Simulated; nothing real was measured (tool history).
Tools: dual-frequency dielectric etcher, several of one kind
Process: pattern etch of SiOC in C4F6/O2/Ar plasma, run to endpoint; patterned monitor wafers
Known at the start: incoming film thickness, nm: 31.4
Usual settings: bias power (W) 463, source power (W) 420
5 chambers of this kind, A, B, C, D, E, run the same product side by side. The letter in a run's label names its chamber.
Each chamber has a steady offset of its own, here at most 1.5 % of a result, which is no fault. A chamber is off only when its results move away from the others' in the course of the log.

run	hour	bias power (W)	source power (W)	hours since the last wet clean	hours since the last bias power generator calibration	hours since the last source power generator calibration	endpoint time (s)
1C	11.7	463	420	334.9	479.6	552.6	10.7410
# hour 19.9: chamber B: wet clean of the chamber
2B	22.1	463	420	2.3	1953.5	1710.7	10.6660
3E	32.8	463	420	32.9	3663.6	1708.6	10.9010
4A	46.4	463	420	402.5	2911.7	1579.1	10.7730
5D	56.9	463	420	232.8	4130.1	1514.3	10.9520
# hour 66.3: chamber E: bias power generator calibrated
6B	71.0	463	420	51.2	2002.4	1759.6	10.6060
7C	80.6	463	420	403.8	548.5	621.5	10.6510
8E	90.5	463	420	90.6	24.3	1766.3	10.8290
9A	101.8	463	420	457.9	2967.1	1634.5	10.6810
# hour 113.2: chamber D: source power generator calibrated
10D	113.9	463	420	289.8	4187.1	0.8	10.7700
11E	122.5	463	420	122.6	56.3	1798.3	10.8900
12D	135.6	463	420	311.5	4208.8	22.5	10.7750
13B	148.5	463	420	128.7	2079.9	1837.1	10.6540
14C	160.3	463	420	483.5	628.2	701.2	10.6560
15A	176.4	463	420	532.5	3041.7	1709.1	10.7660
# hour 182.5: chamber C: wet clean of the chamber
16C	187.1	463	420	4.6	655.0	728.0	10.7280
17A	200.4	463	480	556.5	3065.7	1733.1	10.1920
18D	209.7	463	480	385.6	4282.9	96.6	10.2730
# hour 225.4: chamber A: wet clean of the chamber
19B	225.6	463	480	205.8	2157.0	1914.2	10.2150
20E	237.5	463	480	237.6	171.3	1913.3	10.2980
21B	251.5	463	480	231.7	2182.9	1940.1	10.3250
22D	262.5	463	420	438.4	4335.7	149.4	10.7400
23E	278.0	463	420	278.1	211.8	1953.8	10.7830
24C	290.1	463	420	107.6	758.0	831.0	10.6110
25A	303.5	463	420	78.1	3168.8	1836.2	10.7140
26A	314.4	427	510	89.0	3179.7	1847.1	10.3830
27E	325.3	427	510	325.4	259.1	2001.1	10.4380
28C	332.4	427	510	149.9	800.3	873.3	10.2640
# hour 341.5: chamber B: wet clean of the chamber
29D	344.6	427	510	520.5	4417.8	231.5	10.2810
30B	360.2	427	510	18.7	2291.6	2048.8	10.2590
# hour 364.6: chamber D: wet clean of the chamber
31D	368.0	463	420	3.4	4441.2	254.9	10.7740
32E	378.6	536	450	378.7	312.4	2054.4	10.0790
33B	385.6	536	450	44.1	2317.0	2074.2	9.8171
34C	398.7	536	450	216.2	866.6	939.6	9.9295
35A	413.0	536	450	187.6	3278.3	1945.7	9.8756
36C	420.9	536	450	238.4	888.8	961.8	9.8780

All 5 chambers run these settings next. Forecast each chamber's results:
37A	432.5	533	420				?
37B	432.5	533	420				?
37C	432.5	533	420				?
37D	432.5	533	420				?
37E	432.5	533	420				?

run	endpoint time (s)
37A	10.2100
37B	10.2170
37C	10.0910
37D	10.2260
37E	10.3050

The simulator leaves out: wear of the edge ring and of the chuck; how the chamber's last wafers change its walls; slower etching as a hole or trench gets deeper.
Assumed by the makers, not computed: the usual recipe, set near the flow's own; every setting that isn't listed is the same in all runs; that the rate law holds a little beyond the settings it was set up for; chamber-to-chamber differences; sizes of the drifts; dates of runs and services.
